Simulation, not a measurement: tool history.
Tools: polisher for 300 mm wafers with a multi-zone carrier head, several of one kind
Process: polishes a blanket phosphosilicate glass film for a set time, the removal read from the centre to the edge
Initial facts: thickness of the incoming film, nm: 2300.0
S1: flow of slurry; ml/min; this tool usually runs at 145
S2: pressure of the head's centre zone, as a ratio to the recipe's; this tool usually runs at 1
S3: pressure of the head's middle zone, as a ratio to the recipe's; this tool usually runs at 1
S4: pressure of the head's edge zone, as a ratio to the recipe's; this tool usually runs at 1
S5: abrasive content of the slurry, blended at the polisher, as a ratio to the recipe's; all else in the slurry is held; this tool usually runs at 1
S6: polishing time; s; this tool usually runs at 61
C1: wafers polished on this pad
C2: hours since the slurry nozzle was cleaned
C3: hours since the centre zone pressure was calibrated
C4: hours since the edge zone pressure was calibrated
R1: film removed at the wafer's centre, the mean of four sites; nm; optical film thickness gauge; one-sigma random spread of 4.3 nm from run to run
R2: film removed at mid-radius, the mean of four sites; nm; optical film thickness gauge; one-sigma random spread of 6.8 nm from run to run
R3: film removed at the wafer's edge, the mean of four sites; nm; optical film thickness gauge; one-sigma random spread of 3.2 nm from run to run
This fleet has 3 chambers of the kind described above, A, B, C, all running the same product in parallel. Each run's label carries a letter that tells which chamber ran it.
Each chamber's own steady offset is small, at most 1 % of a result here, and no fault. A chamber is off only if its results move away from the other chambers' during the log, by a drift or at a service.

| run | hour | S1 | S2 | S3 | S4 | S5 | S6 | C1 | C2 | C3 | C4 | R1 | R2 | R3 |
|---|---|---|---|---|---|---|---|---|---|---|---|---|---|---|
| 1B | 11.6 | 145 | 1 | 1 | 1 | 1 | 61 | 363 | 194.3 | 1090.1 | 789.6 | 475.94 | 470.16 | 478.69 |
| 2A | 17.4 | 145 | 1 | 1 | 1 | 1 | 61 | 220 | 220.5 | 679.3 | 715 | 462.18 | 472.6 | 471.43 |
| 3C | 28 | 145 | 1 | 1 | 1 | 1 | 61 | 767 | 85 | 308 | 372.1 | 477.37 | 476.91 | 467.9 |
| 4C | 37.6 | 145 | 1 | 1 | 1 | 1 | 61 | 856 | 94.6 | 317.6 | 381.7 | 477.81 | 470.07 | 467.48 |
| 5B | 46.6 | 145 | 1.11 | 1 | 1 | 1 | 53 | 689 | 229.3 | 1125.1 | 824.6 | 465.81 | 410.37 | 415.12 |
| 6A | 57.9 | 145 | 1.11 | 1 | 1 | 1 | 53 | 597 | 261 | 719.8 | 755.5 | 465.05 | 406.31 | 412.79 |
|  | 58 | chamber C: worn pad replaced by a new one |
| 7A | 66.4 | 145 | 1.11 | 1 | 1 | 1 | 53 | 677 | 269.5 | 728.3 | 764 | 462.12 | 410.18 | 410.14 |
|  | 67.7 | chamber B: worn pad replaced by a new one |
| 8C | 77.5 | 145 | 1 | 1 | 1 | 1 | 61 | 181 | 134.5 | 357.5 | 421.6 | 473.01 | 460.49 | 474.3 |
| 9B | 88.5 | 145 | 1 | 1 | 1 | 1 | 61 | 193 | 271.2 | 1167 | 866.5 | 479.52 | 461.85 | 480.53 |
| 10B | 96.3 | 145 | 1 | 1 | 1 | 1 | 61 | 266 | 279 | 1174.8 | 874.3 | 474.33 | 466.52 | 470.47 |
|  | 105.8 | chamber B: edge zone pressure recalibrated |
| 11C | 107.3 | 145 | 1 | 1 | 1 | 1 | 61 | 458 | 164.3 | 387.3 | 451.4 | 472.98 | 474 | 471.22 |
| 12A | 117.7 | 145 | 1 | 1 | 1 | 1 | 61 | 1154 | 320.8 | 779.6 | 815.3 | 474.14 | 480.85 | 468.98 |
|  | 120.9 | chamber A: edge zone pressure recalibrated |
| 13B | 124 | 145 | 1 | 1 | 1 | 1 | 61 | 524 | 306.7 | 1202.5 | 18.2 | 476.32 | 485.66 | 479.92 |
| 14A | 134.5 | 145 | 1 | 1 | 1 | 1 | 61 | 1310 | 337.6 | 796.4 | 13.7 | 479.22 | 479.32 | 470.85 |
|  | 139.5 | chamber A: worn pad replaced by a new one |
| 15C | 141.5 | 145 | 0.89 | 1 | 1 | 0.8 | 61 | 777 | 198.5 | 421.5 | 485.6 | 373.11 | 425.13 | 418.53 |
| 16B | 150.3 | 145 | 0.89 | 1 | 1 | 0.8 | 61 | 768 | 333 | 1228.8 | 44.5 | 378.62 | 427.86 | 426.77 |
| 17A | 159.2 | 145 | 0.89 | 1 | 1 | 0.8 | 61 | 183 | 362.3 | 821.1 | 38.4 | 376.33 | 430.79 | 433.02 |
| 18C | 168.8 | 145 | 1 | 1 | 1 | 1 | 61 | 1031 | 225.8 | 448.8 | 512.9 | 478.49 | 478.45 | 472.41 |
|  | 173 | chamber B: worn pad replaced by a new one |
| 19B | 175.2 | 145 | 1 | 1 | 1 | 1 | 61 | 20 | 357.9 | 1253.7 | 69.4 | 481.31 | 478.36 | 475.92 |
| 20C | 180.8 | 145 | 1 | 1 | 1 | 1 | 61 | 1142 | 237.8 | 460.8 | 524.9 | 478.68 | 460.03 | 468.96 |
| 21A | 186.6 | 145 | 1 | 1 | 1 | 1 | 61 | 438 | 389.7 | 848.5 | 65.8 | 474.31 | 474.61 | 475.22 |
|  | 187.5 | chamber C: worn pad replaced by a new one |
| 22C | 192.2 | 145 | 1 | 1 | 1 | 1 | 61 | 44 | 249.2 | 472.2 | 536.3 | 478.39 | 461.96 | 473.94 |
| 23B | 200.5 | 145 | 1 | 1 | 0.95 | 1 | 61 | 256 | 383.2 | 1279 | 94.7 | 475.55 | 471.43 | 460.76 |
|  | 201.6 | chamber A: slurry nozzle cleaned |
| 24A | 209.5 | 145 | 1 | 1 | 0.95 | 1 | 61 | 651 | 8 | 871.4 | 88.7 | 473.34 | 488.38 | 467.02 |
|  | 209.6 | chamber B: centre zone pressure recalibrated |
|  | 214.7 | chamber B: slurry nozzle cleaned |
| 25C | 219.8 | 145 | 1 | 1 | 0.95 | 1 | 61 | 301 | 276.8 | 499.8 | 563.9 | 474.92 | 467.72 | 463.32 |
| 26B | 230.2 | 145 | 1 | 1 | 1 | 1 | 61 | 532 | 15.5 | 20.7 | 124.4 | 473.4 | 474 | 476.23 |
|  | 232.9 | chamber C: centre zone pressure recalibrated |
| 27A | 239.8 | 145 | 1 | 1 | 1 | 1 | 61 | 933 | 38.3 | 901.7 | 119 | 471.35 | 475.88 | 473.11 |
|  | 240.3 | chamber C: slurry nozzle cleaned |
| 28C | 246.7 | 145 | 1 | 1 | 1 | 1 | 61 | 551 | 6.5 | 13.8 | 590.8 | 473.1 | 457.71 | 473.75 |
| 29A | 255.4 | 145 | 1 | 0.93 | 1 | 1 | 61 | 1078 | 53.9 | 917.3 | 134.6 | 467.91 | 462.56 | 471.99 |
| 30B | 264 | 145 | 1 | 0.93 | 1 | 1 | 61 | 847 | 49.3 | 54.5 | 158.2 | 477.52 | 440.39 | 477.27 |

All chambers now run identical settings, listed one chamber a line with results as question marks. What results will each chamber show?
| 31A | 272.8 | 145 | 1 | 1.1 | 1 | 1 | 61 |  |  |  |  | ? | ? | ? |
| 31B | 272.8 | 145 | 1 | 1.1 | 1 | 1 | 61 |  |  |  |  | ? | ? | ? |
| 31C | 272.8 | 145 | 1 | 1.1 | 1 | 1 | 61 |  |  |  |  | ? | ? | ? |

| run | R1 | R2 | R3 |
|---|---|---|---|
| 31A | 475.34 | 519.95 | 474.43 |
| 31B | 479.66 | 522.41 | 478.2 |
| 31C | 471.49 | 527.64 | 471.06 |
